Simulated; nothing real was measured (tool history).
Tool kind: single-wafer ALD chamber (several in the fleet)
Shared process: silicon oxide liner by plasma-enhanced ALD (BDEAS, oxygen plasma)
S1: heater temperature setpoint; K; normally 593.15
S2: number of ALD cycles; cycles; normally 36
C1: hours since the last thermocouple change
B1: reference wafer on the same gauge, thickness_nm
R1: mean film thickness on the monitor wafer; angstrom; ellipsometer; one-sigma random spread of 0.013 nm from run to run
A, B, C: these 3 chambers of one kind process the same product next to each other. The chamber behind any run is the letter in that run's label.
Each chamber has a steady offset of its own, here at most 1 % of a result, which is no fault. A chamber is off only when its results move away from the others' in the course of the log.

run,day,S1,S2,C1,B1,R1
1B,0.208,593.15,36,1957.2,3.0617,32.599
2C,0.400,593.15,36,856.8,3.0610,32.736
3A,0.617,593.15,36,1577.9,3.0577,32.648
4B,0.767,593.15,36,1970.6,3.0609,32.723
5C,0.983,606.15,36,870.8,3.0580,31.828
6A,1.217,606.15,36,1592.3,3.0635,32.103
7C,1.408,606.15,36,881.0,3.0614,31.892
8A,1.625,593.15,36,1602.1,3.0607,32.569
9B,1.746,593.15,36,1994.1,3.0588,32.541
10C,1.879,593.15,36,892.3,3.0594,32.324
11B,2.092,598.15,33,2002.4,3.0624,29.636
12A,2.250,598.15,33,1617.1,3.0587,29.853
13A,2.454,598.15,33,1622.0,3.0617,29.873
14C,2.700,593.15,30,912.0,3.0580,26.947
15B,2.925,593.15,30,2022.4,3.0594,27.090
16C,3.071,593.15,30,920.9,3.0600,27.104
17B,3.250,593.15,36,2030.2,3.0586,32.410
18A,3.388,593.15,36,1644.4,3.0626,32.775
19A,3.642,593.15,36,1650.5,3.0592,32.729
20B,3.779,593.15,36,2042.9,3.0615,32.481
21C,3.992,593.15,36,943.0,3.0570,32.502

Next, every chamber runs the same settings. What will each give?
22A,4.179,593.15,36,,,?
22B,4.179,593.15,36,,,?
22C,4.179,593.15,36,,,?

run,R1
22A,32.673
22B,32.496
22C,32.502
